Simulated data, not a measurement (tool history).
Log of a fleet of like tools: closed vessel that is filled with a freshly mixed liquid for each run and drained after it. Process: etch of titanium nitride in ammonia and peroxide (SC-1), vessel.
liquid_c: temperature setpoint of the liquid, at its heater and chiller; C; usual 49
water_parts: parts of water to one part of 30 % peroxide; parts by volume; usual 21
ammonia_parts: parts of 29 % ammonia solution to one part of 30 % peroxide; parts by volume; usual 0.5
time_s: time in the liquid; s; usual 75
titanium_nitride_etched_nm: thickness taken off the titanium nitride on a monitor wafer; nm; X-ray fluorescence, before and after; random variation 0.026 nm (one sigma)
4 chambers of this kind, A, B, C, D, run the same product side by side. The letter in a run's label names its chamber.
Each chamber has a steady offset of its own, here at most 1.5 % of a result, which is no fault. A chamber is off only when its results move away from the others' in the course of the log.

run,day,liquid_c,water_parts,ammonia_parts,time_s,"read-back film thickness of the titanium nitride reference wafer, read on the same gauge (nm)",titanium_nitride_etched_nm
1C,0.304,49,21,0.5,75,80.015,4.8247
2A,0.962,49,21,0.5,75,79.987,4.668
# day 1.262: chamber A: ammonia flow meter replaced
3D,1.396,49,21,0.5,75,80.044,4.7819
4B,1.912,49,21,0.5,75,80.007,4.7707
5D,2.238,49,21,0.5,75,79.975,4.6974
6C,2.604,49,21,0.5,75,80.017,4.744
7B,3.004,49,27,0.5,45,80,2.489
8A,3.496,49,27,0.5,45,80.047,2.4356
9D,3.888,49,27,0.5,45,80.009,2.4763
10C,4.383,49,27,0.5,45,80.009,2.5025
11A,4.95,49,21,0.5,75,80.006,4.7209
12B,5.425,49,21,0.5,75,79.993,4.801
13D,5.721,49,21,0.5,75,79.983,4.7372
# day 5.912: chamber B: new drum of ammonia solution connected
14A,6.346,49,21,0.5,75,79.998,4.6573
15B,6.846,49,21,0.5,75,79.979,4.7846
16C,7.188,49,21,0.5,75,80.031,4.8091
17B,7.5,49,21,0.5,45,79.978,2.8771
18C,8.125,49,21,0.5,45,80.025,2.8745
19A,8.8,49,21,0.5,45,79.964,2.8024
20D,9.225,49,21,0.5,45,80.031,2.8572
21C,9.783,49,21,0.5,75,79.999,4.7797
22A,10.217,49,21,0.5,75,80.011,4.6735
23B,10.771,49,21,0.5,75,80.005,4.6874
24D,11.383,49,21,0.5,75,80.026,4.7516
25D,12.062,49,21,0.5,75,80.005,4.711
26A,12.738,49,21,0.5,75,79.988,4.667
27B,13.371,49,21,0.5,75,79.999,4.6883
28C,13.675,49,21,0.5,75,79.993,4.8075
29B,14.279,49,21,0.5,75,79.949,4.6588
30C,14.9,49,21,0.5,75,79.997,4.7893
31D,15.271,49,21,0.5,75,80.048,4.7629
32A,15.725,49,21,0.5,75,80.015,4.6805
33D,16.338,49,21,0.5,75,79.98,4.7602
34B,16.933,49,21,0.5,75,79.979,4.5971
# day 17.071: chamber D: ammonia flow meter replaced
35C,17.45,49,21,0.5,75,79.989,4.755
36A,17.975,49,21,0.5,75,80.013,4.6771
# day 18: chamber C: new drum of ammonia solution connected
37B,18.533,49,21,0.5,75,79.99,4.6285
38D,18.938,49,21,0.5,75,79.975,4.7744
39C,19.504,49,21,0.5,75,79.976,4.8198

Is one chamber off against the others, does the gauge drift, or is nothing wrong? If a chamber is off, say which, and what the likeliest cause is.

Chamber B drifts away from the others.
Cause: liquid colder than its thermometer reads (K) = 0.591.

Here are 4 candidates for chamber B's next run, each the usual settings with a change, their results left as question marks. Which one brings its results back in line with what the others give on the usual settings?
In line means no further than this from the other chambers' mean on the usual settings: titanium_nitride_etched_nm 0.09 nm
40B-1,19.988,48.5,21,0.5,75,,?
40B-2,19.988,49,21,0.5,70,,?
40B-3,19.988,49.5,21,0.5,75,,?
40B-4,19.988,49,21,0.5,80,,?

The other chambers' mean on the usual settings: titanium_nitride_etched_nm 4.7467 nm
run,titanium_nitride_etched_nm
40B-1,4.43
40B-2,4.28
40B-3,4.7463
40B-4,4.8914
40B-3 brings the chamber back in line.

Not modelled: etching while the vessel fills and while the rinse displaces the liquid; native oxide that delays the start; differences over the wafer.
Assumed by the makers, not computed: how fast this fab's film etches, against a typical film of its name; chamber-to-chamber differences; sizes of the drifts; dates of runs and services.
